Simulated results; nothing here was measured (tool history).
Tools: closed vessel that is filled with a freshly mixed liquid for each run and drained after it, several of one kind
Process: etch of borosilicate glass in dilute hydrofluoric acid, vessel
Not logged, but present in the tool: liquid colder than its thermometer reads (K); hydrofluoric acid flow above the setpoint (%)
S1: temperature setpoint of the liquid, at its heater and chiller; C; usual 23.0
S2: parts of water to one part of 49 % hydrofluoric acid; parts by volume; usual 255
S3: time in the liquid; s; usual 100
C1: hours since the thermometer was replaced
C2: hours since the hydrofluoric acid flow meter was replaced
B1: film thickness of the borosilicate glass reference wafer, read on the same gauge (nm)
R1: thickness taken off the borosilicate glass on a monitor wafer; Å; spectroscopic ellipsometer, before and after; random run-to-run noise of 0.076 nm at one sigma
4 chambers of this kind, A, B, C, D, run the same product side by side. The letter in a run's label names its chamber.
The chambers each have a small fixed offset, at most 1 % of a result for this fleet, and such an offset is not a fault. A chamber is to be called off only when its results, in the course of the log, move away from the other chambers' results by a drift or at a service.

{"run": "1D", "hour": 3.7, "S1": 23.0, "S2": 255, "S3": 100, "C1": 711.9, "C2": 1041.9, "B1": 50.073, "R1": 114.27}
{"run": "2C", "hour": 7.5, "S1": 23.0, "S2": 255, "S3": 100, "C1": 406.0, "C2": 817.1, "B1": 50.012, "R1": 112.77}
{"run": "3B", "hour": 10.1, "S1": 23.0, "S2": 255, "S3": 100, "C1": 1282.0, "C2": 782.0, "B1": 50.024, "R1": 114.28}
{"run": "4A", "hour": 12.9, "S1": 23.0, "S2": 255, "S3": 100, "C1": 2113.6, "C2": 247.8, "B1": 50.009, "R1": 112.54}
{"run": "5D", "hour": 15.7, "S1": 23.0, "S2": 255, "S3": 100, "C1": 723.9, "C2": 1053.9, "B1": 49.977, "R1": 113.52}
{"run": "6B", "hour": 19.6, "S1": 23.0, "S2": 255, "S3": 100, "C1": 1291.5, "C2": 791.5, "B1": 50.0, "R1": 113.25}
{"run": "7A", "hour": 23.3, "S1": 23.0, "S2": 255, "S3": 100, "C1": 2124.0, "C2": 258.2, "B1": 50.034, "R1": 113.11}
{"run": "8C", "hour": 27.9, "S1": 21.0, "S2": 300, "S3": 100, "C1": 426.4, "C2": 837.5, "B1": 50.02, "R1": 86.777}
{"run": "9C", "hour": 32.8, "S1": 21.0, "S2": 300, "S3": 100, "C1": 431.3, "C2": 842.4, "B1": 49.996, "R1": 86.003}
{"run": "10D", "hour": 35.4, "S1": 21.0, "S2": 300, "S3": 100, "C1": 743.6, "C2": 1073.6, "B1": 49.985, "R1": 85.182}
{"run": "11B", "hour": 39.9, "S1": 21.0, "S2": 300, "S3": 100, "C1": 1311.8, "C2": 811.8, "B1": 49.972, "R1": 86.133}
{"run": "12A", "hour": 42.5, "S1": 23.0, "S2": 255, "S3": 100, "C1": 2143.2, "C2": 277.4, "B1": 49.957, "R1": 115.49}
{"run": "13C", "hour": 46.2, "S1": 23.0, "S2": 255, "S3": 100, "C1": 444.7, "C2": 855.8, "B1": 50.036, "R1": 114.48}
{"run": "14B", "hour": 50.0, "S1": 23.0, "S2": 255, "S3": 100, "C1": 1321.9, "C2": 821.9, "B1": 50.007, "R1": 114.47}
{"run": "15A", "hour": 52.9, "S1": 23.0, "S2": 255, "S3": 100, "C1": 2153.6, "C2": 287.8, "B1": 49.995, "R1": 112.46}
{"run": "16D", "hour": 56.5, "S1": 23.0, "S2": 255, "S3": 100, "C1": 764.7, "C2": 1094.7, "B1": 50.031, "R1": 114.85}
{"run": "17C", "hour": 61.4, "S1": 23.0, "S2": 255, "S3": 100, "C1": 459.9, "C2": 871.0, "B1": 49.967, "R1": 112.12}
{"run": "18B", "hour": 66.4, "S1": 23.0, "S2": 255, "S3": 100, "C1": 1338.3, "C2": 838.3, "B1": 49.961, "R1": 113.63}
{"run": "19D", "hour": 71.1, "S1": 23.0, "S2": 255, "S3": 100, "C1": 779.3, "C2": 1109.3, "B1": 50.044, "R1": 114.19}
{"run": "20A", "hour": 75.5, "S1": 23.0, "S2": 255, "S3": 100, "C1": 2176.2, "C2": 310.4, "B1": 49.961, "R1": 113.23}
{"run": "21D", "hour": 79.6, "S1": 23.0, "S2": 255, "S3": 100, "C1": 787.8, "C2": 1117.8, "B1": 49.975, "R1": 113.52}
{"run": "22C", "hour": 82.8, "S1": 23.0, "S2": 255, "S3": 100, "C1": 481.3, "C2": 892.4, "B1": 50.035, "R1": 110.98}
{"run": "23A", "hour": 85.4, "S1": 23.0, "S2": 255, "S3": 100, "C1": 2186.1, "C2": 320.3, "B1": 49.982, "R1": 113.37}
{"run": "24B", "hour": 89.8, "S1": 23.0, "S2": 170, "S3": 50, "C1": 1361.7, "C2": 861.7, "B1": 50.034, "R1": 93.657}
{"run": "25D", "hour": 94.4, "S1": 23.0, "S2": 170, "S3": 50, "C1": 802.6, "C2": 1132.6, "B1": 49.989, "R1": 93.452}
{"run": "26A", "hour": 97.7, "S1": 23.0, "S2": 170, "S3": 50, "C1": 2198.4, "C2": 332.6, "B1": 49.982, "R1": 91.901}
{"run": "27C", "hour": 102.8, "S1": 23.0, "S2": 170, "S3": 50, "C1": 501.3, "C2": 912.4, "B1": 50.003, "R1": 88.507}
{"run": "28B", "hour": 106.3, "S1": 23.0, "S2": 255, "S3": 100, "C1": 1378.2, "C2": 878.2, "B1": 49.995, "R1": 115.1}
{"run": "29B", "hour": 109.5, "S1": 23.0, "S2": 255, "S3": 100, "C1": 1381.4, "C2": 881.4, "B1": 49.994, "R1": 113.69}
{"run": "30D", "hour": 112.9, "S1": 26.0, "S2": 255, "S3": 100, "C1": 821.1, "C2": 1151.1, "B1": 49.951, "R1": 126.56}
{"run": "31C", "hour": 117.8, "S1": 26.0, "S2": 255, "S3": 100, "C1": 516.3, "C2": 927.4, "B1": 50.005, "R1": 119.44}
{"run": "32A", "hour": 122.7, "S1": 26.0, "S2": 255, "S3": 100, "C1": 2223.4, "C2": 357.6, "B1": 49.982, "R1": 126.56}
{"run": "33B", "hour": 125.8, "S1": 26.0, "S2": 255, "S3": 100, "C1": 1397.7, "C2": 897.7, "B1": 50.029, "R1": 126.46}
{"run": "34D", "hour": 128.9, "S1": 27.5, "S2": 215, "S3": 100, "C1": 837.1, "C2": 1167.1, "B1": 50.018, "R1": 165.52}
{"run": "35C", "hour": 132.4, "S1": 27.5, "S2": 215, "S3": 100, "C1": 530.9, "C2": 942.0, "B1": 50.03, "R1": 153.45}
{"run": "36A", "hour": 135.9, "S1": 27.5, "S2": 215, "S3": 100, "C1": 2236.6, "C2": 370.8, "B1": 49.999, "R1": 165.8}
{"run": "37B", "hour": 140.2, "S1": 27.5, "S2": 215, "S3": 100, "C1": 1412.1, "C2": 912.1, "B1": 50.035, "R1": 166.55}
{"run": "38C", "hour": 144.6, "S1": 23.0, "S2": 255, "S3": 100, "C1": 543.1, "C2": 954.2, "B1": 50.022, "R1": 105.2}
{"run": "39D", "hour": 148.0, "S1": 23.0, "S2": 170, "S3": 120, "C1": 856.2, "C2": 1186.2, "B1": 50.016, "R1": 224.03}
{"run": "40A", "hour": 152.2, "S1": 23.0, "S2": 170, "S3": 120, "C1": 2252.9, "C2": 387.1, "B1": 50.02, "R1": 223.86}
{"run": "41D", "hour": 156.6, "S1": 23.0, "S2": 170, "S3": 120, "C1": 864.8, "C2": 1194.8, "B1": 50.004, "R1": 222.5}

All 4 chambers run these settings next. Forecast each chamber's results:
{"run": "42A", "hour": 160.3, "S1": 23.0, "S2": 255, "S3": 100, "R1": "?"}
{"run": "42B", "hour": 160.3, "S1": 23.0, "S2": 255, "S3": 100, "R1": "?"}
{"run": "42C", "hour": 160.3, "S1": 23.0, "S2": 255, "S3": 100, "R1": "?"}
{"run": "42D", "hour": 160.3, "S1": 23.0, "S2": 255, "S3": 100, "R1": "?"}

run=42A R1=113.530
run=42B R1=114.280
run=42C R1=103.740
run=42D R1=112.990
